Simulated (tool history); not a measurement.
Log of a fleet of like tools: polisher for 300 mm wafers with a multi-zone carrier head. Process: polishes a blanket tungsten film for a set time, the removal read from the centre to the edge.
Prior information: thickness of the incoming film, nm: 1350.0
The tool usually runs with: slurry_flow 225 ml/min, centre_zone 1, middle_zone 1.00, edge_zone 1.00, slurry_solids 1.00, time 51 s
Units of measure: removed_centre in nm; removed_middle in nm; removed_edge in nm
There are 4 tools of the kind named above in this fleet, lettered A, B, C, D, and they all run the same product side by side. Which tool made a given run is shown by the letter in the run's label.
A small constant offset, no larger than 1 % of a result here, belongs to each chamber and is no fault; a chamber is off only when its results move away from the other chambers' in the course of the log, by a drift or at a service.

{"hour": 13.5, "done": "chamber D: worn pad replaced by a new one"}
{"run": "1D", "hour": 14.8, "slurry_flow": 225, "centre_zone": 1, "middle_zone": 1.0, "edge_zone": 1.0, "slurry_solids": 1.0, "time": 51, "removed_centre": 207.13, "removed_middle": 204.7, "removed_edge": 204.58}
{"run": "2C", "hour": 24.1, "slurry_flow": 225, "centre_zone": 1, "middle_zone": 1.0, "edge_zone": 1.0, "slurry_solids": 1.0, "time": 51, "removed_centre": 208.64, "removed_middle": 204.69, "removed_edge": 209.9}
{"run": "3B", "hour": 39.4, "slurry_flow": 225, "centre_zone": 1, "middle_zone": 1.0, "edge_zone": 1.0, "slurry_solids": 1.0, "time": 51, "removed_centre": 209.14, "removed_middle": 208.4, "removed_edge": 206.96}
{"hour": 39.9, "done": "chamber B: centre zone pressure recalibrated"}
{"run": "4A", "hour": 49.5, "slurry_flow": 225, "centre_zone": 1, "middle_zone": 1.0, "edge_zone": 1.0, "slurry_solids": 1.0, "time": 51, "removed_centre": 207.1, "removed_middle": 203.46, "removed_edge": 209.59}
{"hour": 53.8, "done": "chamber C: worn pad replaced by a new one"}
{"run": "5C", "hour": 57.3, "slurry_flow": 225, "centre_zone": 1, "middle_zone": 1.0, "edge_zone": 1.0, "slurry_solids": 1.0, "time": 51, "removed_centre": 208.13, "removed_middle": 206.27, "removed_edge": 205.62}
{"hour": 61.4, "done": "chamber B: worn pad replaced by a new one"}
{"run": "6B", "hour": 64.4, "slurry_flow": 225, "centre_zone": 1, "middle_zone": 1.11, "edge_zone": 1.0, "slurry_solids": 1.0, "time": 66, "removed_centre": 266.31, "removed_middle": 295.09, "removed_edge": 267.51}
{"hour": 65.2, "done": "chamber A: worn pad replaced by a new one"}
{"run": "7A", "hour": 72.5, "slurry_flow": 225, "centre_zone": 1, "middle_zone": 1.11, "edge_zone": 1.0, "slurry_solids": 1.0, "time": 66, "removed_centre": 273.93, "removed_middle": 292.76, "removed_edge": 273.6}
{"hour": 86.2, "done": "chamber D: worn pad replaced by a new one"}
{"run": "8D", "hour": 86.6, "slurry_flow": 225, "centre_zone": 1, "middle_zone": 1.11, "edge_zone": 1.0, "slurry_solids": 1.0, "time": 66, "removed_centre": 273.49, "removed_middle": 300.74, "removed_edge": 267.17}
{"run": "9A", "hour": 100.4, "slurry_flow": 225, "centre_zone": 1, "middle_zone": 1.11, "edge_zone": 1.0, "slurry_solids": 1.0, "time": 66, "removed_centre": 268.84, "removed_middle": 297.46, "removed_edge": 268.81}
{"run": "10D", "hour": 111.2, "slurry_flow": 225, "centre_zone": 1, "middle_zone": 1.0, "edge_zone": 1.0, "slurry_solids": 1.0, "time": 51, "removed_centre": 209.69, "removed_middle": 206.49, "removed_edge": 206.71}
{"run": "11C", "hour": 118.8, "slurry_flow": 225, "centre_zone": 1, "middle_zone": 1.0, "edge_zone": 1.0, "slurry_solids": 1.1, "time": 51, "removed_centre": 212.99, "removed_middle": 213.43, "removed_edge": 210.24}
{"run": "12B", "hour": 127.8, "slurry_flow": 225, "centre_zone": 1, "middle_zone": 1.0, "edge_zone": 1.0, "slurry_solids": 1.1, "time": 51, "removed_centre": 208.22, "removed_middle": 211.89, "removed_edge": 211.04}
{"run": "13C", "hour": 137.9, "slurry_flow": 225, "centre_zone": 1, "middle_zone": 1.0, "edge_zone": 1.0, "slurry_solids": 1.1, "time": 51, "removed_centre": 214.43, "removed_middle": 214.15, "removed_edge": 213.6}
{"hour": 149.2, "done": "chamber C: worn pad replaced by a new one"}
{"run": "14A", "hour": 151.3, "slurry_flow": 225, "centre_zone": 1, "middle_zone": 1.0, "edge_zone": 1.0, "slurry_solids": 1.1, "time": 51, "removed_centre": 213.37, "removed_middle": 209.15, "removed_edge": 216.69}
{"hour": 154.8, "done": "chamber A: worn pad replaced by a new one"}
{"hour": 154.9, "done": "chamber C: slurry nozzle cleaned"}
{"hour": 159.0, "done": "chamber A: centre zone pressure recalibrated"}
{"hour": 161.2, "done": "chamber A: edge zone pressure recalibrated"}
{"run": "15D", "hour": 162.3, "slurry_flow": 225, "centre_zone": 1, "middle_zone": 1.0, "edge_zone": 1.0, "slurry_solids": 1.0, "time": 51, "removed_centre": 207.55, "removed_middle": 207.35, "removed_edge": 204.82}
{"hour": 163.3, "done": "chamber A: slurry nozzle cleaned"}
{"run": "16B", "hour": 171.5, "slurry_flow": 225, "centre_zone": 1, "middle_zone": 1.0, "edge_zone": 1.0, "slurry_solids": 1.0, "time": 51, "removed_centre": 203.49, "removed_middle": 200.72, "removed_edge": 206.53}
{"hour": 171.9, "done": "chamber D: worn pad replaced by a new one"}
{"run": "17C", "hour": 179.0, "slurry_flow": 225, "centre_zone": 1, "middle_zone": 1.0, "edge_zone": 1.0, "slurry_solids": 0.85, "time": 51, "removed_centre": 201.13, "removed_middle": 202.44, "removed_edge": 199.33}
{"run": "18A", "hour": 187.0, "slurry_flow": 225, "centre_zone": 1, "middle_zone": 1.0, "edge_zone": 1.0, "slurry_solids": 0.85, "time": 51, "removed_centre": 200.36, "removed_middle": 201.06, "removed_edge": 201.16}
{"run": "19D", "hour": 199.3, "slurry_flow": 225, "centre_zone": 1, "middle_zone": 1.0, "edge_zone": 1.0, "slurry_solids": 0.85, "time": 51, "removed_centre": 200.31, "removed_middle": 201.34, "removed_edge": 199.78}
{"run": "20B", "hour": 213.1, "slurry_flow": 225, "centre_zone": 1, "middle_zone": 1.0, "edge_zone": 1.0, "slurry_solids": 0.85, "time": 51, "removed_centre": 193.15, "removed_middle": 193.61, "removed_edge": 198.51}
{"run": "21B", "hour": 224.0, "slurry_flow": 225, "centre_zone": 1, "middle_zone": 1.0, "edge_zone": 1.0, "slurry_solids": 1.0, "time": 51, "removed_centre": 200.52, "removed_middle": 201.72, "removed_edge": 204.56}
{"run": "22C", "hour": 236.1, "slurry_flow": 225, "centre_zone": 1, "middle_zone": 1.0, "edge_zone": 1.0, "slurry_solids": 1.0, "time": 51, "removed_centre": 208.3, "removed_middle": 203.8, "removed_edge": 211.43}
{"hour": 238.9, "done": "chamber C: worn pad replaced by a new one"}
{"hour": 244.1, "done": "chamber D: worn pad replaced by a new one"}
{"hour": 245.8, "done": "chamber A: worn pad replaced by a new one"}
{"run": "23D", "hour": 246.9, "slurry_flow": 225, "centre_zone": 1, "middle_zone": 1.0, "edge_zone": 0.93, "slurry_solids": 1.0, "time": 51, "removed_centre": 207.39, "removed_middle": 208.2, "removed_edge": 201.75}
{"hour": 251.7, "done": "chamber C: edge zone pressure recalibrated"}
{"run": "24A", "hour": 262.3, "slurry_flow": 225, "centre_zone": 1, "middle_zone": 1.0, "edge_zone": 0.93, "slurry_solids": 1.0, "time": 51, "removed_centre": 207.7, "removed_middle": 205.63, "removed_edge": 197.23}
{"hour": 262.7, "done": "chamber B: worn pad replaced by a new one"}
{"hour": 267.6, "done": "chamber D: slurry nozzle cleaned"}
{"run": "25B", "hour": 268.9, "slurry_flow": 225, "centre_zone": 1, "middle_zone": 1.0, "edge_zone": 0.93, "slurry_solids": 1.0, "time": 51, "removed_centre": 201.77, "removed_middle": 202.28, "removed_edge": 201.52}
{"run": "26C", "hour": 279.1, "slurry_flow": 225, "centre_zone": 1, "middle_zone": 1.0, "edge_zone": 0.93, "slurry_solids": 1.0, "time": 51, "removed_centre": 211.6, "removed_middle": 206.31, "removed_edge": 195.41}
{"run": "27D", "hour": 289.5, "slurry_flow": 225, "centre_zone": 1, "middle_zone": 1.0, "edge_zone": 1.0, "slurry_solids": 1.0, "time": 51, "removed_centre": 212.37, "removed_middle": 204.26, "removed_edge": 208.24}
{"run": "28A", "hour": 303.5, "slurry_flow": 225, "centre_zone": 1, "middle_zone": 1.0, "edge_zone": 1.0, "slurry_solids": 1.0, "time": 51, "removed_centre": 207.71, "removed_middle": 205.29, "removed_edge": 210.22}
{"run": "29D", "hour": 312.6, "slurry_flow": 225, "centre_zone": 1, "middle_zone": 1.0, "edge_zone": 1.0, "slurry_solids": 1.0, "time": 51, "removed_centre": 208.58, "removed_middle": 206.48, "removed_edge": 211.26}
{"hour": 317.8, "done": "chamber D: worn pad replaced by a new one"}
{"run": "30A", "hour": 327.8, "slurry_flow": 225, "centre_zone": 1, "middle_zone": 1.0, "edge_zone": 1.0, "slurry_solids": 1.0, "time": 51, "removed_centre": 206.02, "removed_middle": 204.49, "removed_edge": 209.59}
{"hour": 332.3, "done": "chamber A: worn pad replaced by a new one"}
{"hour": 339.7, "done": "chamber C: worn pad replaced by a new one"}
{"run": "31B", "hour": 342.1, "slurry_flow": 225, "centre_zone": 1, "middle_zone": 0.95, "edge_zone": 1.07, "slurry_solids": 1.0, "time": 51, "removed_centre": 198.13, "removed_middle": 188.69, "removed_edge": 218.08}
{"run": "32C", "hour": 350.7, "slurry_flow": 225, "centre_zone": 1, "middle_zone": 0.95, "edge_zone": 1.07, "slurry_solids": 1.0, "time": 51, "removed_centre": 206.69, "removed_middle": 197.71, "removed_edge": 216.25}
{"run": "33A", "hour": 360.6, "slurry_flow": 225, "centre_zone": 1, "middle_zone": 0.95, "edge_zone": 1.07, "slurry_solids": 1.0, "time": 51, "removed_centre": 210.42, "removed_middle": 201.43, "removed_edge": 221.73}
{"run": "34B", "hour": 367.4, "slurry_flow": 225, "centre_zone": 1, "middle_zone": 0.95, "edge_zone": 1.07, "slurry_solids": 1.0, "time": 51, "removed_centre": 196.16, "removed_middle": 191.75, "removed_edge": 210.48}
{"run": "35C", "hour": 375.1, "slurry_flow": 225, "centre_zone": 1, "middle_zone": 1.0, "edge_zone": 1.0, "slurry_solids": 1.0, "time": 51, "removed_centre": 208.31, "removed_middle": 204.14, "removed_edge": 206.43}
{"run": "36D", "hour": 382.8, "slurry_flow": 225, "centre_zone": 1, "middle_zone": 1.0, "edge_zone": 1.0, "slurry_solids": 1.0, "time": 51, "removed_centre": 207.43, "removed_middle": 202.25, "removed_edge": 209.7}
{"hour": 385.9, "done": "chamber C: slurry nozzle cleaned"}
{"hour": 388.8, "done": "chamber D: worn pad replaced by a new one"}
{"run": "37C", "hour": 393.4, "slurry_flow": 225, "centre_zone": 1, "middle_zone": 1.0, "edge_zone": 1.0, "slurry_solids": 1.0, "time": 51, "removed_centre": 208.48, "removed_middle": 204.72, "removed_edge": 203.12}
{"run": "38D", "hour": 406.9, "slurry_flow": 225, "centre_zone": 1, "middle_zone": 1.0, "edge_zone": 1.0, "slurry_solids": 1.0, "time": 51, "removed_centre": 209.56, "removed_middle": 202.85, "removed_edge": 210.82}
{"run": "39A", "hour": 415.1, "slurry_flow": 180, "centre_zone": 1, "middle_zone": 1.0, "edge_zone": 1.11, "slurry_solids": 1.0, "time": 51, "removed_centre": 200.28, "removed_middle": 198.09, "removed_edge": 216.29}

Predict what each chamber gives when all 4 of them run the settings below next.
{"run": "40A", "hour": 426.1, "slurry_flow": 225, "centre_zone": 1, "middle_zone": 1.0, "edge_zone": 1.0, "slurry_solids": 1.0, "time": 51, "removed_centre": "?", "removed_middle": "?", "removed_edge": "?"}
{"run": "40B", "hour": 426.1, "slurry_flow": 225, "centre_zone": 1, "middle_zone": 1.0, "edge_zone": 1.0, "slurry_solids": 1.0, "time": 51, "removed_centre": "?", "removed_middle": "?", "removed_edge": "?"}
{"run": "40C", "hour": 426.1, "slurry_flow": 225, "centre_zone": 1, "middle_zone": 1.0, "edge_zone": 1.0, "slurry_solids": 1.0, "time": 51, "removed_centre": "?", "removed_middle": "?", "removed_edge": "?"}
{"run": "40D", "hour": 426.1, "slurry_flow": 225, "centre_zone": 1, "middle_zone": 1.0, "edge_zone": 1.0, "slurry_solids": 1.0, "time": 51, "removed_centre": "?", "removed_middle": "?", "removed_edge": "?"}

run=40A removed_centre=208.41 removed_middle=203.43 removed_edge=205.24
run=40B removed_centre=193.09 removed_middle=197.12 removed_edge=201.29
run=40C removed_centre=205.76 removed_middle=202.70 removed_edge=211.14
run=40D removed_centre=210.93 removed_middle=202.69 removed_edge=209.20
